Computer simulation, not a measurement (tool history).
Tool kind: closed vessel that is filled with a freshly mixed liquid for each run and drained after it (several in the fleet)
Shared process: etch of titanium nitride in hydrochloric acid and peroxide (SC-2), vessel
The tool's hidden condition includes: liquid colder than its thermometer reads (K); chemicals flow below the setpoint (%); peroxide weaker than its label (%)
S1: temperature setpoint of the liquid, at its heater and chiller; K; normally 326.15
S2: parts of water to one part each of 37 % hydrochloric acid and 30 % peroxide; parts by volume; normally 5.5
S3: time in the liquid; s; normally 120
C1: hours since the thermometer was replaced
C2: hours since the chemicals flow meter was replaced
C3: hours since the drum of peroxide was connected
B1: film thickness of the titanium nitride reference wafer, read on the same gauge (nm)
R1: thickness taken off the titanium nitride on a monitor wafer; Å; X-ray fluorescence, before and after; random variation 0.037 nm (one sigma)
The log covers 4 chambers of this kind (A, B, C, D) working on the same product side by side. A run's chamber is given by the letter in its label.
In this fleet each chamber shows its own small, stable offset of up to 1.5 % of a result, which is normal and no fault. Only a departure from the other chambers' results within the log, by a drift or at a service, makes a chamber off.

run    day      S1   S2   S3      C1     C2      C3      B1      R1
 1B  0.221  326.15  5.5  120   185.3  461.9   181.1  120.00  63.885
 2D  0.350  326.15  5.5  120  1677.6  449.3  1291.2  120.00  64.653
 3C  0.533  326.15  5.5  120  1619.0   47.4   384.9  120.00  64.512
 4A  0.654  326.15  5.5  120   979.9  180.2   233.0  120.00  65.231
 5A  0.767  326.15  5.5  160   982.6  182.9   235.7  119.98  87.393
 6B  0.954  326.15  5.5  160   202.9  479.5   198.7  120.02  85.052
 7C  1.133  326.15  5.5  160  1633.4   61.8   399.3  120.00  87.043
     1.350  -- chamber D: new drum of peroxide connected
 8D  1.358  326.15  5.5  160  1701.8  473.5     0.2  120.01  86.473
 9C  1.492  326.15  5.5  120  1642.0   70.4   407.9  120.00  64.229
10B  1.712  322.15  5.5   95   221.1  497.7   216.9  120.01  38.365
11A  1.825  322.15  5.5   95  1008.0  208.3   261.1  119.99  39.392
12D  1.983  322.15  5.5   95  1716.8  488.5    15.2  119.98  38.957
13D  2.096  322.15  5.5   95  1719.5  491.2    17.9  119.99  38.462
14C  2.288  326.15  5.5  120  1661.1   89.5   427.0  120.01  63.985
15B  2.450  326.15  5.5  120   238.8  515.4   234.6  120.00  64.213
16A  2.629  326.15  8.0  120  1027.3  227.6   280.4  120.01  48.843
17A  2.733  326.15  8.0  120  1029.8  230.1   282.9  120.02  49.012
     2.912  -- chamber A: thermometer replaced
18C  2.912  326.15  8.0  120  1676.1  104.5   442.0  120.00  48.188
19D  3.046  326.15  8.0  120  1742.3  514.0    40.7  119.99  48.519
20B  3.254  326.15  5.5  120   258.1  534.7   253.9  120.00  63.844
21D  3.467  326.15  5.5  120  1752.4  524.1    50.8  120.00  64.436
22A  3.650  326.15  5.5  120    17.8  252.1   304.9  119.99  65.737
23C  3.800  326.15  5.5  120  1697.4  125.8   463.3  119.99  64.664
24B  3.950  326.15  5.5  120   274.8  551.4   270.6  119.99  63.646
25D  4.162  326.15  4.0  120  1769.1  540.8    67.5  119.99  80.680
26C  4.279  326.15  4.0  120  1708.9  137.3   474.8  120.02  80.907
27B  4.450  326.15  4.0  120   286.8  563.4   282.6  120.00  79.774
28A  4.629  326.15  4.0  120    41.3  275.6   328.4  120.01  82.653
29D  4.850  326.15  5.5  120  1785.6  557.3    84.0  120.01  63.713
30C  4.983  326.15  5.5  120  1725.8  154.2   491.7  119.99  64.850
31A  5.179  326.15  5.5  120    54.5  288.8   341.6  120.03  65.517
32B  5.346  326.15  5.5  120   308.3  584.9   304.1  119.99  64.147

All 4 chambers run these settings next. Forecast each chamber's results:
33A  5.504  326.15  5.5  120                   ?
33B  5.504  326.15  5.5  120                   ?
33C  5.504  326.15  5.5  120                   ?
33D  5.504  326.15  5.5  120                   ?

run      R1
33A  65.531
33B  63.108
33C  64.465
33D  64.340
